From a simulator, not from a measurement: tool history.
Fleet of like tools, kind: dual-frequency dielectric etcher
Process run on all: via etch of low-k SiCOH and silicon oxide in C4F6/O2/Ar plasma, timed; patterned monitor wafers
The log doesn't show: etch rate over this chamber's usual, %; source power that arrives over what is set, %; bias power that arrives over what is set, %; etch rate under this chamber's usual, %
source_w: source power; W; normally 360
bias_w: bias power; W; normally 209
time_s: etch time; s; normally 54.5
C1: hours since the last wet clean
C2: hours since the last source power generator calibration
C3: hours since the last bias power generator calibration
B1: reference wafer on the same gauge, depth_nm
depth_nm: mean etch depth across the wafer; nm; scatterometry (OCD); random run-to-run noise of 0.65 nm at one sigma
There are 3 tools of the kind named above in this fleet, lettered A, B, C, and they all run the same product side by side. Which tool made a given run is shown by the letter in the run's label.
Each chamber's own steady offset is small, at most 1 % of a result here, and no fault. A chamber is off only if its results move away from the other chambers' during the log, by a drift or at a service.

Run 1A, hour 2.8: usual settings; C1 338.1; C2 1123.9; C3 72.3; B1 122.09. Result: depth_nm 143.12 nm.
Run 2C, hour 6.1: usual settings; C1 613.7; C2 1634.9; C3 2350.6; B1 122.03. Result: depth_nm 143.6 nm.
Run 3B, hour 12: usual settings; C1 44.4; C2 784.1; C3 983.4; B1 122.01. Result: depth_nm 142.54 nm.
Run 4C, hour 17.4: usual settings; C1 625; C2 1646.2; C3 2361.9; B1 121.83. Result: depth_nm 142.66 nm.
At hour 18: chamber C: bias power generator calibrated.
Run 5B, hour 21: usual settings; C1 53.4; C2 793.1; C3 992.4; B1 121.98. Result: depth_nm 143.91 nm.
Run 6A, hour 27: usual settings; C1 362.3; C2 1148.1; C3 96.5; B1 122.05. Result: depth_nm 143.87 nm.
Run 7B, hour 29.8: usual settings; C1 62.2; C2 801.9; C3 1001.2; B1 122.04. Result: depth_nm 144.15 nm.
Run 8C, hour 35.4: usual settings; C1 643; C2 1664.2; C3 17.5; B1 122.05. Result: depth_nm 142.44 nm.
At hour 38.9: chamber C: wet clean of the chamber.
Run 9A, hour 39.3: usual settings but bias_w 162 W; C1 374.6; C2 1160.4; C3 108.8; B1 122.03. Result: depth_nm 133.44 nm.
Run 10A, hour 43.6: usual settings but bias_w 162 W; C1 378.9; C2 1164.7; C3 113.1; B1 121.94. Result: depth_nm 132.04 nm.
Run 11C, hour 47.2: usual settings but bias_w 162 W; C1 8.3; C2 1676; C3 29.3; B1 122.01. Result: depth_nm 132.36 nm.
Run 12B, hour 49.9: usual settings; C1 82.3; C2 822; C3 1021.3; B1 122.12. Result: depth_nm 142.31 nm.
Run 13C, hour 54.3: usual settings; C1 15.4; C2 1683.1; C3 36.4; B1 122.02. Result: depth_nm 142.43 nm.
Run 14B, hour 59.2: usual settings; C1 91.6; C2 831.3; C3 1030.6; B1 122.12. Result: depth_nm 143.68 nm.
Run 15A, hour 64.6: usual settings; C1 399.9; C2 1185.7; C3 134.1; B1 122.02. Result: depth_nm 143.65 nm.
Run 16B, hour 69.5: usual settings; C1 101.9; C2 841.6; C3 1040.9; B1 122.11. Result: depth_nm 144.11 nm.
Run 17C, hour 74.1: usual settings; C1 35.2; C2 1702.9; C3 56.2; B1 121.91. Result: depth_nm 142.55 nm.
Run 18A, hour 79.6: usual settings but bias_w 191 W; C1 414.9; C2 1200.7; C3 149.1; B1 121.96. Result: depth_nm 139.58 nm.
Run 19B, hour 85.7: usual settings but bias_w 191 W; C1 118.1; C2 857.8; C3 1057.1; B1 122.03. Result: depth_nm 139.16 nm.
Run 20C, hour 91.1: usual settings but bias_w 191 W; C1 52.2; C2 1719.9; C3 73.2; B1 121.88. Result: depth_nm 139.29 nm.
Run 21A, hour 97.1: usual settings; C1 432.4; C2 1218.2; C3 166.6; B1 121.95. Result: depth_nm 145.19 nm.
Run 22A, hour 103.3: usual settings; C1 438.6; C2 1224.4; C3 172.8; B1 122.07. Result: depth_nm 144.02 nm.
Run 23C, hour 107.6: usual settings; C1 68.7; C2 1736.4; C3 89.7; B1 121.99. Result: depth_nm 143.06 nm.
Run 24B, hour 113.9: usual settings; C1 146.3; C2 886; C3 1085.3; B1 122.15. Result: depth_nm 143.69 nm.
Run 25B, hour 119.4: usual settings; C1 151.8; C2 891.5; C3 1090.8; B1 122.22. Result: depth_nm 143.81 nm.
Run 26A, hour 125.7: usual settings; C1 461; C2 1246.8; C3 195.2; B1 121.86. Result: depth_nm 144.97 nm.
Run 27C, hour 130.9: usual settings; C1 92; C2 1759.7; C3 113; B1 121.96. Result: depth_nm 144.28 nm.
Run 28C, hour 136.9: usual settings but bias_w 255 W; C1 98; C2 1765.7; C3 119; B1 122.01. Result: depth_nm 153.11 nm.
Run 29B, hour 141.5: usual settings but bias_w 255 W; C1 173.9; C2 913.6; C3 1112.9; B1 121.94. Result: depth_nm 154.28 nm.
Run 30A, hour 147.5: usual settings but bias_w 255 W; C1 482.8; C2 1268.6; C3 217; B1 122.04. Result: depth_nm 155.02 nm.
Run 31A, hour 153.1: usual settings; C1 488.4; C2 1274.2; C3 222.6; B1 122. Result: depth_nm 145.05 nm.
Run 32B, hour 156.4: usual settings; C1 188.8; C2 928.5; C3 1127.8; B1 122.04. Result: depth_nm 142.64 nm.
Run 33C, hour 160.4: usual settings; C1 121.5; C2 1789.2; C3 142.5; B1 121.95. Result: depth_nm 141.72 nm.
Run 34A, hour 164.7: usual settings; C1 500; C2 1285.8; C3 234.2; B1 122.08. Result: depth_nm 144.25 nm.
Run 35B, hour 169.2: usual settings but time_s 41 s; C1 201.6; C2 941.3; C3 1140.6; B1 122.16. Result: depth_nm 107.61 nm.
Run 36C, hour 174.7: usual settings but time_s 41 s; C1 135.8; C2 1803.5; C3 156.8; B1 121.97. Result: depth_nm 107.03 nm.
Run 37B, hour 179.2: usual settings but time_s 41 s; C1 211.6; C2 951.3; C3 1150.6; B1 121.92. Result: depth_nm 107.2 nm.

Next, all 3 chambers run the settings below, one line each with question marks for the results. What does each chamber give?
Run 38A, hour 183.7: usual settings but bias_w 179 W. Result: depth_nm ?.
Run 38B, hour 183.7: usual settings but bias_w 179 W. Result: depth_nm ?.
Run 38C, hour 183.7: usual settings but bias_w 179 W. Result: depth_nm ?.

run  depth_nm
38A    136.05
38B    137.47
38C    135.93

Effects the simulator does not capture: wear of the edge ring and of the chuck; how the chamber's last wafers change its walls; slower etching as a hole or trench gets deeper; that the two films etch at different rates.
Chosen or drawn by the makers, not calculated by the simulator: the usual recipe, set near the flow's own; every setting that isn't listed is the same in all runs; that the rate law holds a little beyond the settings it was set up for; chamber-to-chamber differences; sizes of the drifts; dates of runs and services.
